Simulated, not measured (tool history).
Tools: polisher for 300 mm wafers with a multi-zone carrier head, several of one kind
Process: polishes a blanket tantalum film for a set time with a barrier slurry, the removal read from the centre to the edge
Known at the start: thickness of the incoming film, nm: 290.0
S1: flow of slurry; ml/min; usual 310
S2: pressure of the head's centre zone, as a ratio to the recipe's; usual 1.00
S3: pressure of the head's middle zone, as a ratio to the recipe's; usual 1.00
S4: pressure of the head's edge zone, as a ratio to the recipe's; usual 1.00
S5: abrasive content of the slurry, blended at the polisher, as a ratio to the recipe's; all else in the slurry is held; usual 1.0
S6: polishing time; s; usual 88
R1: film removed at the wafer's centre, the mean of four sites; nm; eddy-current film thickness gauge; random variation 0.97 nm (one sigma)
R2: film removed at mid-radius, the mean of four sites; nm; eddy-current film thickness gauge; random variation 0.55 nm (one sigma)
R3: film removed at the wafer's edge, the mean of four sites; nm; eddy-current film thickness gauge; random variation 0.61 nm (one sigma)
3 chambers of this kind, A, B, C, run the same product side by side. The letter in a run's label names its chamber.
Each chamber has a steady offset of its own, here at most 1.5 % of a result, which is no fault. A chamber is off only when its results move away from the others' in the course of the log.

run	hour	S1	S2	S3	S4	S5	S6	R1	R2	R3
# hour 3.2: chamber A: worn pad replaced by a new one
1B	7.1	310	1.00	1.00	1.00	1.0	88	68.329	70.790	69.539
2A	13.8	310	1.00	1.00	1.00	1.0	88	70.780	68.899	70.023
3C	19.9	310	1.00	1.00	1.00	1.0	88	71.527	70.169	70.480
4B	26.6	310	1.00	1.00	1.00	1.0	88	69.144	70.825	69.016
5C	34.3	310	1.00	1.00	1.00	1.0	88	69.675	69.507	71.123
6A	39.0	310	1.00	1.00	1.00	1.0	88	69.956	68.394	69.510
7C	42.7	310	1.00	1.00	1.00	1.0	88	69.520	69.709	71.454
8B	50.3	310	1.00	1.00	1.00	1.0	88	69.883	70.712	69.786
9A	57.5	310	1.00	1.00	1.00	1.0	88	70.071	68.853	68.978
# hour 62.6: chamber A: worn pad replaced by a new one
10B	66.1	310	1.00	0.94	1.00	1.0	88	69.109	66.622	70.128
11A	71.9	310	1.00	0.94	1.00	1.0	88	71.185	65.414	69.704
12C	79.7	310	1.00	0.94	1.00	1.0	88	71.940	65.869	70.067
13A	87.1	310	1.00	1.00	1.00	1.0	88	71.584	70.153	70.897
14B	94.7	310	0.88	1.00	1.00	1.0	88	60.572	70.930	69.675
# hour 100.0: chamber B: worn pad replaced by a new one
15C	100.2	310	0.88	1.00	1.00	1.0	88	59.963	69.305	71.307
# hour 106.5: chamber B: slurry nozzle cleaned
16A	108.7	310	0.88	1.00	1.00	1.0	88	60.807	69.918	69.975
# hour 111.7: chamber A: worn pad replaced by a new one
17C	112.5	410	1.00	1.00	1.09	1.0	88	72.520	70.458	75.945
18B	119.0	410	1.00	1.00	1.09	1.0	88	70.923	72.675	75.845
19A	124.9	410	1.00	1.00	1.09	1.0	88	73.271	71.286	75.881
# hour 127.1: chamber C: worn pad replaced by a new one
20C	132.3	310	1.00	1.00	1.00	1.0	88	68.017	68.526	70.384
21B	136.9	310	1.00	1.00	1.00	1.0	88	70.527	71.497	69.780
# hour 139.3: chamber C: centre zone pressure recalibrated
22C	142.9	310	1.00	1.00	1.00	1.0	88	68.577	69.125	70.574
23A	148.3	310	1.00	1.00	1.00	1.0	88	70.801	69.605	70.413
# hour 150.1: chamber B: centre zone pressure recalibrated
24B	153.4	310	1.00	1.00	1.00	1.0	88	78.501	70.102	70.725
25B	157.4	310	1.00	1.00	1.00	1.0	88	77.142	70.373	69.120
# hour 163.4: chamber C: slurry nozzle cleaned
26C	164.5	310	1.00	1.00	1.00	1.0	88	70.577	69.410	70.764
27A	169.3	310	1.00	1.00	1.00	1.0	88	68.960	70.060	70.405
# hour 169.7: chamber A: worn pad replaced by a new one
28B	177.5	310	1.00	1.00	1.00	1.0	88	79.925	71.445	69.275
29C	181.9	310	1.00	1.00	1.00	1.0	88	70.921	69.621	71.257
# hour 185.7: chamber C: edge zone pressure recalibrated
30A	189.4	310	1.00	1.08	1.00	1.0	88	70.065	74.964	69.315
31C	195.2	310	1.00	1.08	1.00	1.0	88	70.837	74.873	69.274
32A	203.6	310	1.00	1.08	1.00	1.0	88	71.623	73.921	69.585
33B	208.2	310	1.00	1.00	1.00	1.0	88	77.066	69.844	68.986
34A	216.0	310	1.00	1.00	1.00	1.0	88	70.952	68.517	69.804
35C	220.4	310	1.00	1.00	1.00	1.0	88	70.885	70.068	71.848
# hour 222.7: chamber B: worn pad replaced by a new one
# hour 224.5: chamber A: worn pad replaced by a new one
36B	226.0	310	1.00	1.00	1.00	1.0	88	76.486	70.432	70.345
37C	234.2	310	1.00	1.00	1.00	1.0	88	68.878	68.764	70.607
38A	238.7	310	1.00	1.00	1.00	1.0	88	72.749	70.000	70.858
39B	245.0	310	1.00	1.00	1.00	1.0	88	78.581	69.859	70.738
# hour 248.4: chamber C: worn pad replaced by a new one
40C	251.2	310	1.00	1.00	1.00	1.0	88	70.071	69.935	70.715

Is one chamber off against the others, does the gauge drift, or is nothing wrong? If a chamber is off, say which, and what the likeliest cause is.

A service left chamber B off against the others.
Cause: centre zone's pressure above its setpoint, % = 10.

Here are 4 candidates for chamber B's next run, each the usual settings with a change, their results left as question marks. Which one brings its results back in line with what the others give on the usual settings?
In line means no further than this from the other chambers' mean on the usual settings: R1 3.400 nm; R2 1.900 nm; R3 2.100 nm
41B-1	257.4	295	0.84	0.99	1.08	1.0	87	?	?	?
41B-2	257.4	305	0.92	1.00	1.04	1.0	87	?	?	?
41B-3	257.4	315	1.08	1.00	0.96	1.0	89	?	?	?
41B-4	257.4	325	1.17	1.01	0.92	1.0	90	?	?	?

The other chambers' mean on the usual settings: R1 70.308 nm; R2 69.653 nm; R3 70.469 nm
run	R1	R2	R3
41B-1	62.502	68.514	71.816
41B-2	69.416	69.348	70.531
41B-3	84.966	71.104	69.330
41B-4	94.032	72.738	68.737
41B-2 brings the chamber back in line.

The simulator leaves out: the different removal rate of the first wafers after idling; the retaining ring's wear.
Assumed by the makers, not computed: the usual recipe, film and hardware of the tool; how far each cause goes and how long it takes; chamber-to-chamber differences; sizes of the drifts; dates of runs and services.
